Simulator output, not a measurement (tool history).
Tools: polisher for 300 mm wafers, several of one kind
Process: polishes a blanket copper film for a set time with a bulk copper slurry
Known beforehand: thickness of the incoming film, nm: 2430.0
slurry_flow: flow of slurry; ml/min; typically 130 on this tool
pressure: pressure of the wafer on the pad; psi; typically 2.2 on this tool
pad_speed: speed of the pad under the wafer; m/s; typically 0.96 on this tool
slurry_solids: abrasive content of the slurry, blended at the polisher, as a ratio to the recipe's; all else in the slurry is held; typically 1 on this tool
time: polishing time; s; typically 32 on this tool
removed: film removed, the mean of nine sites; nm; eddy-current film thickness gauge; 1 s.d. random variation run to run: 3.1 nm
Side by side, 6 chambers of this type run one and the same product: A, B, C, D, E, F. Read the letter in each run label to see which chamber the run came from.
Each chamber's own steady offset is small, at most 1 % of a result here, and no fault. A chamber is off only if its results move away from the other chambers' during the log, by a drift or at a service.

| run | day | slurry_flow | pressure | pad_speed | slurry_solids | time | removed |
|---|---|---|---|---|---|---|---|
|  | 0.129 | chamber C: slurry nozzle cleaned |
|  | 0.129 | chamber C: slurry blender recalibrated |
| 1F | 0.283 | 130 | 2.2 | 0.96 | 1 | 32 | 255.26 |
|  | 0.312 | chamber B: worn pad replaced by a new one |
| 2E | 0.754 | 130 | 2.2 | 0.96 | 1 | 32 | 256.62 |
|  | 0.825 | chamber D: slurry blender recalibrated |
|  | 1.188 | chamber E: worn pad replaced by a new one |
| 3B | 1.283 | 130 | 2.2 | 0.96 | 1 | 32 | 263.14 |
|  | 1.5 | chamber F: slurry nozzle cleaned |
|  | 1.662 | chamber A: worn pad replaced by a new one |
|  | 1.683 | chamber D: slurry nozzle cleaned |
|  | 1.696 | chamber F: worn pad replaced by a new one |
|  | 1.792 | chamber D: worn pad replaced by a new one |
| 4A | 1.808 | 130 | 2.2 | 0.96 | 1 | 32 | 252.22 |
|  | 1.925 | chamber C: worn pad replaced by a new one |
|  | 2.117 | chamber E: slurry blender recalibrated |
| 5C | 2.346 | 130 | 2.2 | 1.14 | 1 | 26 | 248.52 |
| 6D | 2.688 | 130 | 2.2 | 1.14 | 1 | 26 | 243.07 |
|  | 3.071 | chamber B: slurry blender recalibrated |
| 7F | 3.225 | 130 | 2.2 | 1.14 | 1 | 26 | 242.63 |
| 8C | 3.771 | 130 | 2.2 | 1.14 | 1 | 26 | 245.2 |
|  | 4.096 | chamber A: slurry nozzle cleaned |
| 9B | 4.229 | 130 | 2.2 | 1.14 | 1 | 26 | 244.71 |
|  | 4.283 | chamber B: worn pad replaced by a new one |
| 10D | 4.712 | 130 | 2.2 | 1.14 | 1 | 26 | 248.77 |
|  | 4.721 | chamber A: worn pad replaced by a new one |
|  | 4.783 | chamber B: slurry nozzle cleaned |
| 11E | 5.042 | 130 | 2.2 | 0.96 | 1 | 32 | 255.7 |
|  | 5.046 | chamber C: worn pad replaced by a new one |
|  | 5.479 | chamber C: slurry blender recalibrated |
| 12A | 5.496 | 130 | 2.2 | 0.96 | 1 | 25 | 196.33 |
| 13E | 5.921 | 130 | 2.2 | 0.96 | 1 | 25 | 200.7 |
|  | 6.092 | chamber D: worn pad replaced by a new one |
|  | 6.096 | chamber E: head pressure recalibrated |
| 14F | 6.217 | 130 | 2.2 | 0.96 | 1 | 25 | 197.8 |
|  | 6.342 | chamber F: worn pad replaced by a new one |
|  | 6.529 | chamber E: worn pad replaced by a new one |
| 15C | 6.729 | 130 | 2.2 | 0.96 | 1 | 25 | 204.3 |
| 16A | 7.246 | 130 | 2.2 | 0.96 | 1 | 25 | 203.51 |
| 17D | 7.708 | 130 | 2.2 | 0.96 | 1 | 25 | 196.61 |
|  | 7.971 | chamber A: worn pad replaced by a new one |
|  | 8.129 | chamber C: worn pad replaced by a new one |
| 18B | 8.308 | 130 | 2.2 | 0.96 | 1 | 32 | 256.44 |
|  | 8.329 | chamber B: worn pad replaced by a new one |
| 19D | 8.825 | 130 | 2.2 | 0.96 | 1 | 32 | 253.73 |
| 20E | 9.325 | 130 | 2.2 | 0.96 | 1 | 32 | 261.23 |
| 21C | 9.717 | 130 | 2.2 | 0.96 | 1 | 32 | 253.93 |
|  | 9.862 | chamber D: worn pad replaced by a new one |
| 22A | 10.046 | 130 | 2.2 | 0.96 | 1 | 32 | 255.93 |
|  | 10.246 | chamber F: worn pad replaced by a new one |
|  | 10.354 | chamber A: slurry blender recalibrated |
| 23F | 10.4 | 130 | 2.2 | 0.96 | 1 | 32 | 247.99 |
|  | 10.479 | chamber A: head pressure recalibrated |
|  | 10.604 | chamber D: slurry nozzle cleaned |
|  | 10.85 | chamber C: slurry blender recalibrated |
| 24B | 10.896 | 130 | 2.2 | 0.96 | 1 | 32 | 256.54 |
|  | 11.017 | chamber A: worn pad replaced by a new one |
|  | 11.354 | chamber C: worn pad replaced by a new one |
| 25B | 11.4 | 130 | 2.2 | 0.96 | 1 | 32 | 254.68 |
|  | 11.825 | chamber E: worn pad replaced by a new one |
| 26F | 11.858 | 130 | 2.2 | 0.96 | 1 | 32 | 251.78 |
| 27D | 12.212 | 130 | 2.2 | 0.96 | 1 | 32 | 255.44 |
|  | 12.767 | chamber B: worn pad replaced by a new one |
| 28C | 12.788 | 130 | 2.2 | 0.62 | 0.7 | 32 | 151.09 |
|  | 12.888 | chamber B: slurry blender recalibrated |
| 29E | 13.271 | 130 | 2.2 | 0.62 | 0.7 | 32 | 154.04 |
|  | 13.504 | chamber F: slurry nozzle cleaned |
| 30A | 13.642 | 130 | 2.2 | 0.62 | 0.7 | 32 | 152.46 |
|  | 13.796 | chamber E: slurry nozzle cleaned |
| 31B | 13.954 | 130 | 2.2 | 0.62 | 0.7 | 32 | 150.86 |
|  | 14.108 | chamber F: worn pad replaced by a new one |
|  | 14.25 | chamber D: worn pad replaced by a new one |
|  | 14.421 | chamber A: worn pad replaced by a new one |
| 32A | 14.496 | 130 | 2.2 | 0.62 | 0.7 | 32 | 151.05 |
|  | 14.779 | chamber B: slurry nozzle cleaned |
| 33C | 14.992 | 130 | 2.2 | 0.62 | 0.7 | 32 | 154.04 |
| 34F | 15.312 | 130 | 1.7 | 0.96 | 1 | 32 | 190.01 |
| 35E | 15.65 | 130 | 1.7 | 0.96 | 1 | 32 | 199.26 |
| 36D | 15.921 | 130 | 1.7 | 0.96 | 1 | 32 | 197.59 |
| 37B | 16.379 | 130 | 1.7 | 0.96 | 1 | 32 | 200.4 |
| 38F | 16.975 | 130 | 1.7 | 0.96 | 1 | 32 | 183.53 |

All 6 chambers run these settings next. Forecast each chamber's results:
| 39A | 17.404 | 130 | 2.2 | 0.96 | 1 | 32 | ? |
| 39B | 17.404 | 130 | 2.2 | 0.96 | 1 | 32 | ? |
| 39C | 17.404 | 130 | 2.2 | 0.96 | 1 | 32 | ? |
| 39D | 17.404 | 130 | 2.2 | 0.96 | 1 | 32 | ? |
| 39E | 17.404 | 130 | 2.2 | 0.96 | 1 | 32 | ? |
| 39F | 17.404 | 130 | 2.2 | 0.96 | 1 | 32 | ? |

| run | removed |
|---|---|
| 39A | 255.26 |
| 39B | 258.13 |
| 39C | 252.41 |
| 39D | 254.1 |
| 39E | 252.18 |
| 39F | 240.95 |
